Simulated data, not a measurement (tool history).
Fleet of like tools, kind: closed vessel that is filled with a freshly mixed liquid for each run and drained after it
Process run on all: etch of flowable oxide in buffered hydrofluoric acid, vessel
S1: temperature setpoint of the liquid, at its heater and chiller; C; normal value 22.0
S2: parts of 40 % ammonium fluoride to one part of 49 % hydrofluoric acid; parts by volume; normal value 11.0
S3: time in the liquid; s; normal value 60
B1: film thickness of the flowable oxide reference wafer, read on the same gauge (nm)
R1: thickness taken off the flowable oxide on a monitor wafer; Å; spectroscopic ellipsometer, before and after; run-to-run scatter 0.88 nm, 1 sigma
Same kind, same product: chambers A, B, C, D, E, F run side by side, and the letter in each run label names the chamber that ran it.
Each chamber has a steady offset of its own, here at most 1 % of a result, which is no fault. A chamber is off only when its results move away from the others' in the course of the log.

At hour 3.8: chamber B: hydrofluoric acid flow meter replaced.
Run 1F, hour 10.5: usual settings; B1 90.021. Result: R1 1509.90 Å.
Run 2C, hour 17.4: usual settings; B1 90.007. Result: R1 1508.60 Å.
At hour 22.1: chamber D: hydrofluoric acid flow meter replaced.
Run 3D, hour 26.1: usual settings; B1 89.991. Result: R1 1512.40 Å.
Run 4A, hour 33.6: usual settings; B1 89.992. Result: R1 1500.90 Å.
Run 5B, hour 44.4: usual settings; B1 89.983. Result: R1 1491.40 Å.
Run 6E, hour 52.0: usual settings but S1 18.5 C, S2 13.5 parts by volume; B1 90.020. Result: R1 1004.00 Å.
At hour 53.1: chamber C: thermometer replaced.
Run 7C, hour 59.9: usual settings but S1 18.5 C, S2 13.5 parts by volume; B1 90.012. Result: R1 1017.00 Å.
Run 8B, hour 65.2: usual settings but S1 18.5 C, S2 13.5 parts by volume; B1 89.989. Result: R1 1008.30 Å.
Run 9D, hour 72.7: usual settings but S1 18.5 C, S2 13.5 parts by volume; B1 90.001. Result: R1 1016.30 Å.
Run 10A, hour 83.9: usual settings but S1 18.5 C, S2 13.5 parts by volume; B1 89.977. Result: R1 1011.00 Å.
Run 11E, hour 95.0: usual settings but S1 18.5 C, S2 13.5 parts by volume; B1 90.022. Result: R1 998.64 Å.
Run 12F, hour 101.8: usual settings; B1 90.005. Result: R1 1503.60 Å.
Run 13F, hour 107.3: usual settings; B1 90.000. Result: R1 1507.00 Å.
Run 14B, hour 116.5: usual settings; B1 90.010. Result: R1 1483.80 Å.
Run 15D, hour 126.1: usual settings; B1 89.992. Result: R1 1516.40 Å.
Run 16E, hour 131.8: usual settings; B1 89.985. Result: R1 1488.00 Å.
Run 17C, hour 137.3: usual settings; B1 90.052. Result: R1 1486.20 Å.
Run 18A, hour 147.0: usual settings; B1 90.017. Result: R1 1514.80 Å.
Run 19B, hour 152.0: usual settings; B1 90.003. Result: R1 1491.70 Å.
At hour 157.3: chamber F: thermometer replaced.
Run 20D, hour 161.5: usual settings; B1 89.981. Result: R1 1505.90 Å.
Run 21F, hour 167.7: usual settings; B1 89.972. Result: R1 1513.40 Å.
Run 22A, hour 174.1: usual settings; B1 89.995. Result: R1 1499.90 Å.
Run 23C, hour 181.3: usual settings; B1 89.964. Result: R1 1506.40 Å.
Run 24E, hour 191.2: usual settings; B1 89.984. Result: R1 1489.40 Å.
Run 25D, hour 201.2: usual settings; B1 90.012. Result: R1 1510.30 Å.
Run 26C, hour 207.3: usual settings; B1 90.008. Result: R1 1504.30 Å.
Run 27A, hour 215.8: usual settings; B1 90.008. Result: R1 1512.90 Å.
Run 28B, hour 225.3: usual settings; B1 89.980. Result: R1 1486.70 Å.
At hour 225.5: chamber D: thermometer replaced.
Run 29F, hour 232.3: usual settings; B1 90.009. Result: R1 1519.10 Å.
Run 30E, hour 239.6: usual settings; B1 90.001. Result: R1 1500.00 Å.
Run 31C, hour 245.9: usual settings; B1 90.046. Result: R1 1503.20 Å.
Run 32A, hour 254.7: usual settings; B1 90.062. Result: R1 1506.20 Å.
Run 33B, hour 261.5: usual settings; B1 89.991. Result: R1 1479.80 Å.
Run 34F, hour 267.7: usual settings but S1 24.0 C, S3 90 s; B1 89.941. Result: R1 2523.30 Å.
Run 35D, hour 279.1: usual settings but S1 24.0 C, S3 90 s; B1 89.988. Result: R1 2529.70 Å.
Run 36E, hour 286.2: usual settings but S1 24.0 C, S3 90 s; B1 90.023. Result: R1 2510.30 Å.

Next, all 6 chambers run the settings below, one line each with question marks for the results. What does each chamber give?
Run 37A, hour 294.5: usual settings. Result: R1 ?.
Run 37B, hour 294.5: usual settings. Result: R1 ?.
Run 37C, hour 294.5: usual settings. Result: R1 ?.
Run 37D, hour 294.5: usual settings. Result: R1 ?.
Run 37E, hour 294.5: usual settings. Result: R1 ?.
Run 37F, hour 294.5: usual settings. Result: R1 ?.

run       R1
37A  1512.60
37B  1485.50
37C  1491.50
37D  1516.50
37E  1486.50
37F  1497.30
